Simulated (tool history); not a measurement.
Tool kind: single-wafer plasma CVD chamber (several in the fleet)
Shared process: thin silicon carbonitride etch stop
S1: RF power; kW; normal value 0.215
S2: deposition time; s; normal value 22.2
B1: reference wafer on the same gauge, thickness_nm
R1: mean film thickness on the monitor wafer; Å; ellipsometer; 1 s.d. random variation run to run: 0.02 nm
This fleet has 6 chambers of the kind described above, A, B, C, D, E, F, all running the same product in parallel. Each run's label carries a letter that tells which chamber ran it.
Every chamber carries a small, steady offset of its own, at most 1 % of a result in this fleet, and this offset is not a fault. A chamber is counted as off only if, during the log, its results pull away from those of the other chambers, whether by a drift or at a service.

| run | hour | S1 | S2 | B1 | R1 |
|---|---|---|---|---|---|
| 1A | 10.1 | 0.215 | 22.2 | 12.3 | 129.05 |
| 2C | 16.4 | 0.215 | 22.2 | 12.299 | 129 |
| 3E | 21.1 | 0.215 | 22.2 | 12.297 | 128.22 |
| 4D | 30.6 | 0.215 | 22.2 | 12.291 | 129.07 |
| 5F | 39.7 | 0.23 | 22.2 | 12.29 | 132.84 |
| 6B | 49.4 | 0.23 | 22.2 | 12.288 | 132.05 |
| 7D | 56.3 | 0.23 | 22.2 | 12.283 | 131.28 |
| 8A | 62.2 | 0.23 | 22.2 | 12.284 | 131.36 |
| 9F | 71.4 | 0.23 | 22.2 | 12.281 | 133 |
| 10E | 80.9 | 0.23 | 22.2 | 12.275 | 130.42 |
| 11B | 85.7 | 0.215 | 22.2 | 12.277 | 128.9 |
| 12C | 94 | 0.215 | 22.2 | 12.276 | 128.78 |
| 13E | 102 | 0.215 | 22.2 | 12.274 | 127.83 |
| 14F | 109.8 | 0.215 | 22.2 | 12.27 | 129.76 |
| 15C | 115.9 | 0.215 | 22.2 | 12.263 | 128.52 |
| 16A | 123.7 | 0.215 | 22.2 | 12.269 | 128.45 |
| 17B | 132 | 0.215 | 22.2 | 12.264 | 128.79 |
| 18D | 138.9 | 0.23 | 22.2 | 12.26 | 131.11 |
| 19D | 147.4 | 0.23 | 22.2 | 12.257 | 131.16 |
| 20A | 153.1 | 0.23 | 22.2 | 12.258 | 131.04 |
| 21F | 159.4 | 0.23 | 22.2 | 12.26 | 132.23 |
| 22E | 168.5 | 0.23 | 22.2 | 12.254 | 130.12 |
| 23C | 175.8 | 0.23 | 22.2 | 12.25 | 131.44 |
| 24B | 185 | 0.215 | 22.2 | 12.251 | 128.52 |
| 25D | 193.6 | 0.185 | 24.1 | 12.245 | 133.2 |
| 26A | 200.4 | 0.185 | 24.1 | 12.245 | 133.23 |
| 27C | 210 | 0.185 | 24.1 | 12.241 | 133.07 |
|  | 212.2 | chamber A: RF generator calibrated |
| 28F | 215.7 | 0.185 | 24.1 | 12.242 | 134.04 |
| 29E | 226.1 | 0.185 | 24.1 | 12.234 | 132.11 |
| 30B | 230.9 | 0.185 | 24.1 | 12.235 | 133.3 |
| 31D | 238.5 | 0.235 | 22.2 | 12.234 | 131.62 |
| 32C | 249 | 0.235 | 22.2 | 12.227 | 131.54 |
| 33F | 257.1 | 0.235 | 22.2 | 12.229 | 132.87 |
| 34A | 262.4 | 0.235 | 22.2 | 12.227 | 132.03 |
| 35B | 267.6 | 0.235 | 22.2 | 12.227 | 132.71 |
| 36E | 273.2 | 0.235 | 22.2 | 12.224 | 130.47 |

What goes on in this fleet: one chamber off, a drifting gauge, or nothing beyond the chambers' own small offsets? Name the chamber and the cause, if any.

It is the gauge, not a chamber: its drift shows up in every chamber's results at once, and no chamber is off.
Most likely cause: gauge reads low (%) = 0.625.
